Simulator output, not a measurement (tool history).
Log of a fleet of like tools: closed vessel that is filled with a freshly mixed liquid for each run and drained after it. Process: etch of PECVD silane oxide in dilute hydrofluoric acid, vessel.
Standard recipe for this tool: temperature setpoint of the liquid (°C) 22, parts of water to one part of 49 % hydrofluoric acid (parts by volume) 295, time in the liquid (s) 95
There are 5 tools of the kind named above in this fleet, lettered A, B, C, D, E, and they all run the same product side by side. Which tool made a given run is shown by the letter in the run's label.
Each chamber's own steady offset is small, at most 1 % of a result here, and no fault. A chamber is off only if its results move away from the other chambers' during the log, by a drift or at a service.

run,hour,temperature setpoint of the liquid (°C),parts of water to one part of 49 % hydrofluoric acid (parts by volume),time in the liquid (s),"read-back film thickness of the PECVD silane oxide reference wafer, read on the same gauge (nm)",thickness taken off the PECVD silane oxide on a monitor wafer (Å)
1C,6.7,22,295,95,110,87.147
2A,20.5,22,295,95,109.98,87.551
3B,27.7,22,295,95,110.01,88.511
4D,41.2,22,295,95,110.04,87.287
# hour 45.1: chamber D: thermometer replaced
5E,52.1,22,295,95,109.97,87.643
6D,60.1,22,295,95,109.96,87.56
7E,70,22,295,95,110.02,87.479
8C,81,22,295,95,109.96,87.428
9B,90.8,22,295,95,110.04,87.287
10A,99.8,22,295,95,110.04,87.497
11B,111.1,22,295,95,109.93,87.566
12C,124.3,22,295,95,110,87.797
13D,131,22,295,95,110.04,87.921
14A,143,22,295,95,110.01,86.843
15E,149.8,22,295,95,110.03,87.053
16B,158.1,22,295,95,109.96,87.935
17D,170.5,22,295,95,110,87.758
18A,177.5,22,295,95,110.04,86.901
19C,191.7,22,415,95,109.93,56.132
20E,199.8,22,415,95,110.07,56.069
21D,208.3,22,415,95,109.97,56.344
22E,220.5,22,415,95,110.06,56.614
23B,234.5,22,415,95,109.95,56.19
24A,243.7,22,295,95,109.95,87.436
25C,254.4,22,295,95,109.99,88.044
26B,261.7,22,295,95,109.98,87.832
27E,273.7,22,295,95,109.99,85.828
28A,280.9,24,345,95,109.95,75.426
29C,293.1,24,345,95,109.99,77.062
30D,303.9,24,345,95,109.98,77.673
31A,313.7,24,345,95,109.99,76.058
32D,320.2,24,345,95,110,76.536
33C,327.1,22,295,95,109.98,87.419
34B,336.9,22,295,95,110.01,87.816
35E,350.7,22,295,95,110.01,84.796
# hour 355: chamber A: hydrofluoric acid flow meter replaced
36B,359.2,22,295,95,110.05,87.759
37E,371.1,22,295,95,110.05,85.264
38A,381.1,22,295,95,109.99,87.38
# hour 387.2: chamber A: thermometer replaced
39C,392.6,22,295,95,109.95,87.122
40D,403.1,22,295,95,110.03,88.207
41B,413.9,22,295,95,110.08,87.589
42E,421.7,22,295,95,109.94,85.058
43D,430.5,22,295,95,109.99,86.604
44A,439.3,22,295,95,109.95,87.863

Next, every chamber runs the same settings. What will each give?
45A,449.6,22,295,95,,?
45B,449.6,22,295,95,,?
45C,449.6,22,295,95,,?
45D,449.6,22,295,95,,?
45E,449.6,22,295,95,,?

run,thickness taken off the PECVD silane oxide on a monitor wafer (Å)
45A,87.857
45B,88.079
45C,88.869
45D,88.153
45E,85.234

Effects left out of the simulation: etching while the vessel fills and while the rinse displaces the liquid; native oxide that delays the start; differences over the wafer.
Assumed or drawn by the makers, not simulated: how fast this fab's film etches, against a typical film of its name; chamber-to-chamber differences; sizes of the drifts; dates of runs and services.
